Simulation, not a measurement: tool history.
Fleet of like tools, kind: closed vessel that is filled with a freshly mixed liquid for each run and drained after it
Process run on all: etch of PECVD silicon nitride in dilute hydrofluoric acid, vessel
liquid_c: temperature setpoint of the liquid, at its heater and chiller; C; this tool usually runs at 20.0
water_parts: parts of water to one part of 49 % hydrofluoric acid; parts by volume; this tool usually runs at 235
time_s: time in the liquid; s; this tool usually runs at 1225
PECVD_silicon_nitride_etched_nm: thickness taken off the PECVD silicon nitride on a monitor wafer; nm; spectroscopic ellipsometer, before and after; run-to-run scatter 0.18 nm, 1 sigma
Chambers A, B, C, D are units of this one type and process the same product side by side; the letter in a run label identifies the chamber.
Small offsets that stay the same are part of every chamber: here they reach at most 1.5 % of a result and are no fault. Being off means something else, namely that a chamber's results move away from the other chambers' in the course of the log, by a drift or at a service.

run	hour	liquid_c	water_parts	time_s	read-back film thickness of the PECVD silicon nitride reference wafer, read on the same gauge (nm)	PECVD_silicon_nitride_etched_nm
1D	5.2	20.0	235	1225	140.00	22.048
2C	12.7	20.0	235	1225	140.00	22.111
3A	16.9	20.0	235	1225	140.01	22.221
4B	24.3	20.0	235	1225	140.00	22.024
5A	30.8	20.0	235	1225	140.00	22.380
6B	38.5	17.5	235	1745	140.00	26.699
7D	43.4	17.5	235	1745	139.99	26.761
8C	50.0	17.5	235	1745	140.01	26.317
9C	57.3	17.5	235	1745	139.99	26.691
10B	65.9	20.0	235	1225	139.99	22.257
11D	72.3	20.0	235	1225	140.00	22.151
12A	77.1	20.0	235	1225	139.98	22.202
13B	85.5	20.0	235	1225	140.00	22.074
14A	90.1	20.0	235	1225	140.00	22.032
15C	96.2	20.0	235	1225	140.00	21.678
16D	101.8	20.0	235	1225	139.99	21.870
17C	110.4	20.0	235	1225	140.00	21.855
# hour 115.0: chamber A: hydrofluoric acid flow meter replaced
18A	116.5	22.5	235	510	139.99	10.696
# hour 116.7: chamber B: hydrofluoric acid flow meter replaced
# hour 119.6: chamber C: hydrofluoric acid flow meter replaced
19D	125.1	22.5	235	510	140.00	10.985
20B	133.6	22.5	235	510	139.99	10.874
21C	137.9	22.5	235	510	140.00	10.608
# hour 142.2: chamber B: thermometer replaced
22B	143.8	20.0	235	1225	140.01	22.329
23D	151.8	20.0	235	1225	140.00	22.040
24A	158.4	20.0	235	1225	140.00	22.279
25D	162.3	20.0	280	1830	139.99	27.790
26C	171.1	20.0	280	1830	140.01	27.041
27B	178.3	20.0	280	1830	140.03	28.127
28A	184.6	20.0	280	1830	139.99	27.817
29B	193.1	20.0	235	1225	139.99	22.040
30A	197.4	20.0	235	705	139.99	12.783
31D	205.4	20.0	235	705	140.01	12.816
32C	212.2	20.0	235	705	140.00	12.639
33A	216.2	20.0	235	705	139.98	13.033

The same settings go to every chamber for the next run, one line per chamber below. Forecast the results for each:
34A	222.5	20.0	235	890		?
34B	222.5	20.0	235	890		?
34C	222.5	20.0	235	890		?
34D	222.5	20.0	235	890		?

run	PECVD_silicon_nitride_etched_nm
34A	16.047
34B	15.981
34C	15.772
34D	16.205
